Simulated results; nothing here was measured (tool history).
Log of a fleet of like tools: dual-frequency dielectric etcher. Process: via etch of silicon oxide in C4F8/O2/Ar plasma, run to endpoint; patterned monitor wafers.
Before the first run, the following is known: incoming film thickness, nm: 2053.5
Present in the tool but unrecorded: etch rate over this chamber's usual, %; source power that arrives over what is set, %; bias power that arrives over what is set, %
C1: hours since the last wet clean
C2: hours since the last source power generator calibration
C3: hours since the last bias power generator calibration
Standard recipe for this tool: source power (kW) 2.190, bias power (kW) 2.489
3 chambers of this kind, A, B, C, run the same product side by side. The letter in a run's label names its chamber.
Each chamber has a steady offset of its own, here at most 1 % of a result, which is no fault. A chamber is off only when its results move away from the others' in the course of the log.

run 1C hour=4.5 | source_power_(kW)=2.190 bias_power_(kW)=2.489 | C1=240.7 C2=927.3 C3=1343.8 | endpoint_time_(s)=368.75
run 2B hour=8.8 | source_power_(kW)=2.190 bias_power_(kW)=2.489 | C1=360.7 C2=2001.8 C3=196.8 | endpoint_time_(s)=364.16
run 3A hour=12.6 | source_power_(kW)=2.190 bias_power_(kW)=2.489 | C1=15.8 C2=3323.9 C3=1155.7 | endpoint_time_(s)=366.25
run 4A hour=15.0 | source_power_(kW)=2.190 bias_power_(kW)=2.489 | C1=18.2 C2=3326.3 C3=1158.1 | endpoint_time_(s)=368.44
run 5C hour=17.9 | source_power_(kW)=2.190 bias_power_(kW)=2.489 | C1=254.1 C2=940.7 C3=1357.2 | endpoint_time_(s)=370.29
run 6B hour=22.0 | source_power_(kW)=2.190 bias_power_(kW)=2.489 | C1=373.9 C2=2015.0 C3=210.0 | endpoint_time_(s)=365.65
run 7C hour=24.4 | source_power_(kW)=2.190 bias_power_(kW)=2.698 | C1=260.6 C2=947.2 C3=1363.7 | endpoint_time_(s)=357.79
run 8B hour=28.6 | source_power_(kW)=2.190 bias_power_(kW)=2.698 | C1=380.5 C2=2021.6 C3=216.6 | endpoint_time_(s)=354.57
run 9A hour=32.1 | source_power_(kW)=2.190 bias_power_(kW)=2.698 | C1=35.3 C2=3343.4 C3=1175.2 | endpoint_time_(s)=358.80
run 10B hour=34.3 | source_power_(kW)=2.190 bias_power_(kW)=2.489 | C1=386.2 C2=2027.3 C3=222.3 | endpoint_time_(s)=367.55
run 11C hour=38.3 | source_power_(kW)=2.190 bias_power_(kW)=2.489 | C1=274.5 C2=961.1 C3=1377.6 | endpoint_time_(s)=370.82
run 12A hour=42.0 | source_power_(kW)=2.190 bias_power_(kW)=2.489 | C1=45.2 C2=3353.3 C3=1185.1 | endpoint_time_(s)=366.73
run 13B hour=45.3 | source_power_(kW)=2.190 bias_power_(kW)=2.489 | C1=397.2 C2=2038.3 C3=233.3 | endpoint_time_(s)=365.38
run 14A hour=47.9 | source_power_(kW)=2.190 bias_power_(kW)=2.489 | C1=51.1 C2=3359.2 C3=1191.0 | endpoint_time_(s)=366.92
run 15C hour=50.6 | source_power_(kW)=2.440 bias_power_(kW)=2.090 | C1=286.8 C2=973.4 C3=1389.9 | endpoint_time_(s)=373.03
run 16C hour=52.7 | source_power_(kW)=2.440 bias_power_(kW)=2.090 | C1=288.9 C2=975.5 C3=1392.0 | endpoint_time_(s)=373.35
run 17B hour=56.4 | source_power_(kW)=2.440 bias_power_(kW)=2.090 | C1=408.3 C2=2049.4 C3=244.4 | endpoint_time_(s)=370.26
run 18A hour=60.4 | source_power_(kW)=2.190 bias_power_(kW)=2.489 | C1=63.6 C2=3371.7 C3=1203.5 | endpoint_time_(s)=368.05
run 19A hour=62.6 | source_power_(kW)=2.190 bias_power_(kW)=2.489 | C1=65.8 C2=3373.9 C3=1205.7 | endpoint_time_(s)=365.83
run 20B hour=65.6 | source_power_(kW)=2.190 bias_power_(kW)=2.489 | C1=417.5 C2=2058.6 C3=253.6 | endpoint_time_(s)=366.87
run 21C hour=69.5 | source_power_(kW)=2.190 bias_power_(kW)=2.489 | C1=305.7 C2=992.3 C3=1408.8 | endpoint_time_(s)=370.85
run 22B hour=74.1 | source_power_(kW)=1.940 bias_power_(kW)=2.174 | C1=426.0 C2=2067.1 C3=262.1 | endpoint_time_(s)=401.81
run 23C hour=76.3 | source_power_(kW)=1.940 bias_power_(kW)=2.174 | C1=312.5 C2=999.1 C3=1415.6 | endpoint_time_(s)=401.13
run 24A hour=79.7 | source_power_(kW)=1.940 bias_power_(kW)=2.174 | C1=82.9 C2=3391.0 C3=1222.8 | endpoint_time_(s)=400.28
run 25C hour=82.9 | source_power_(kW)=2.190 bias_power_(kW)=2.489 | C1=319.1 C2=1005.7 C3=1422.2 | endpoint_time_(s)=369.73
-- hour=84.1 chamber B: wet clean of the chamber
run 26A hour=86.5 | source_power_(kW)=2.190 bias_power_(kW)=2.489 | C1=89.7 C2=3397.8 C3=1229.6 | endpoint_time_(s)=366.67
run 27B hour=88.8 | source_power_(kW)=2.190 bias_power_(kW)=2.489 | C1=4.8 C2=2081.8 C3=276.8 | endpoint_time_(s)=363.86
run 28A hour=91.1 | source_power_(kW)=2.190 bias_power_(kW)=2.489 | C1=94.3 C2=3402.4 C3=1234.2 | endpoint_time_(s)=367.65
run 29B hour=94.2 | source_power_(kW)=2.190 bias_power_(kW)=2.489 | C1=10.2 C2=2087.2 C3=282.2 | endpoint_time_(s)=365.96
run 30C hour=96.2 | source_power_(kW)=2.190 bias_power_(kW)=2.489 | C1=332.4 C2=1019.0 C3=1435.5 | endpoint_time_(s)=368.43
run 31A hour=100.5 | source_power_(kW)=2.190 bias_power_(kW)=2.489 | C1=103.7 C2=3411.8 C3=1243.6 | endpoint_time_(s)=367.08
run 32C hour=105.0 | source_power_(kW)=2.190 bias_power_(kW)=2.489 | C1=341.2 C2=1027.8 C3=1444.3 | endpoint_time_(s)=367.41
run 33B hour=108.7 | source_power_(kW)=2.190 bias_power_(kW)=2.225 | C1=24.7 C2=2101.7 C3=296.7 | endpoint_time_(s)=378.13
run 34B hour=110.8 | source_power_(kW)=2.190 bias_power_(kW)=2.225 | C1=26.8 C2=2103.8 C3=298.8 | endpoint_time_(s)=378.94
run 35A hour=113.1 | source_power_(kW)=2.190 bias_power_(kW)=2.225 | C1=116.3 C2=3424.4 C3=1256.2 | endpoint_time_(s)=378.40
run 36C hour=116.2 | source_power_(kW)=2.190 bias_power_(kW)=2.489 | C1=352.4 C2=1039.0 C3=1455.5 | endpoint_time_(s)=369.78
run 37B hour=120.8 | source_power_(kW)=2.190 bias_power_(kW)=2.489 | C1=36.8 C2=2113.8 C3=308.8 | endpoint_time_(s)=367.88

Has any chamber moved away from the others, gradually or after a service, or does the common gauge drift, or do the chambers differ only by their own small steady offsets? State the chamber and the most likely cause if one applies.

No chamber is off and the gauge is stable; the differences are just each chamber's small, constant offset.

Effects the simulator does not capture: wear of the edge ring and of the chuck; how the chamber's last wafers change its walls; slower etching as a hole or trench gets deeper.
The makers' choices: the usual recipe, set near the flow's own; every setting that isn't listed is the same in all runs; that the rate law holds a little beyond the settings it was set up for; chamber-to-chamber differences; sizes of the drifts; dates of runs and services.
